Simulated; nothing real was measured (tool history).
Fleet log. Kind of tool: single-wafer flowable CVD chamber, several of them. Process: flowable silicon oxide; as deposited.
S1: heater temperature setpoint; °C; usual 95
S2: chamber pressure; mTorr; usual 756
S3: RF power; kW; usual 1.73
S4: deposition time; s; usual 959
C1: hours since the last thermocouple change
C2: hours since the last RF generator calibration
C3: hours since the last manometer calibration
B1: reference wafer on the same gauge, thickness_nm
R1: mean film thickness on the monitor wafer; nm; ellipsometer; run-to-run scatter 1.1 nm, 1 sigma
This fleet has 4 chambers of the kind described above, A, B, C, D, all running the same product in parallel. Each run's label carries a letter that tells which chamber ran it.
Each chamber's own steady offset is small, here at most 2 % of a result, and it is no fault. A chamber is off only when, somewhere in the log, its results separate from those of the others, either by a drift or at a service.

run   hour   S1   S2     S3    S4      C1      C2      C3      B1      R1
 1C   12.8   95  756   1.73   959   864.8  1340.3  2218.9  732.94  608.41
 2A   21.2   95  756   1.73   959   832.7   571.5   429.8   733.6   613.9
 3B   27.9   95  756   1.73   959   187.1   490.7  1236.2  733.64  620.46
 4D     35   95  756   1.73   959   300.1   213.8   117.8  733.76  605.68
        45  -- chamber C: RF generator calibrated
 5C     49   95  756   1.73   959     901       4  2255.1  733.75  609.64
 6B   59.8   95  756   1.73   959     219   522.6  1268.1  734.21  621.54
 7D   70.3   95  756   1.73   959   335.4   249.1   153.1   734.8  605.66
 8A     82   95  756   1.73   959   893.5   632.3   490.6  734.66  613.47
 9D   89.9   95  756   1.73   959     355   268.7   172.7  735.03  605.02
10C   99.4   95  756   1.73   959   951.4    54.4  2305.5  734.72  611.66
11B  109.4   95  756  1.585  1055   268.6   572.2  1317.7  735.28  668.65
12A  119.6   95  756  1.585  1055   931.1   669.9   528.2  735.42  660.86
13C  129.8   95  756  1.585  1055   981.8    84.8  2335.9  735.93  657.42
14D    139   95  756  1.585  1055   404.1   317.8   221.8  736.15  650.98
     141.8  -- chamber A: thermocouple changed; heater temperature recalibrated
15A  146.4   95  756   1.73   959     4.7   696.7     555  736.15   616.4
16B  157.3   95  756   1.73   959   316.5   620.1  1365.6  736.24  622.07
17B  169.8   88  876   1.73   959     329   632.6  1378.1  736.78  948.49
18C  178.4   88  876   1.73   959  1030.4   133.4  2384.5   736.7  935.19
19D  191.3   88  876   1.73   959   456.4   370.1   274.1  736.79  919.86
20A    202   88  876   1.73   959    60.3   752.3   610.6  737.04  940.11
     208.1  -- chamber B: capacitance manometer re-zeroed and calibrated
21A  208.8  104  756   1.73   841    67.1   759.1   617.4  737.15  402.02
     214.6  -- chamber C: capacitance manometer re-zeroed and calibrated
22B  215.3  104  756   1.73   841   374.5   678.1     7.2  737.52  404.26
23D  222.3  104  756   1.73   841   487.4   401.1   305.1  737.57  394.91
24C  231.2  104  756   1.73   841  1083.2   186.2    16.7  737.74  397.41
25B    242   95  756   1.73   959   401.2   704.8    33.9  737.98  625.39

What goes on in this fleet: one chamber off, a drifting gauge, or nothing beyond the chambers' own small offsets? Name the chamber and the cause, if any.

None of the chambers is off. What moves is the gauge, dragging all their readings along together.
What lies behind it: gauge reads high (%) = 0.728.
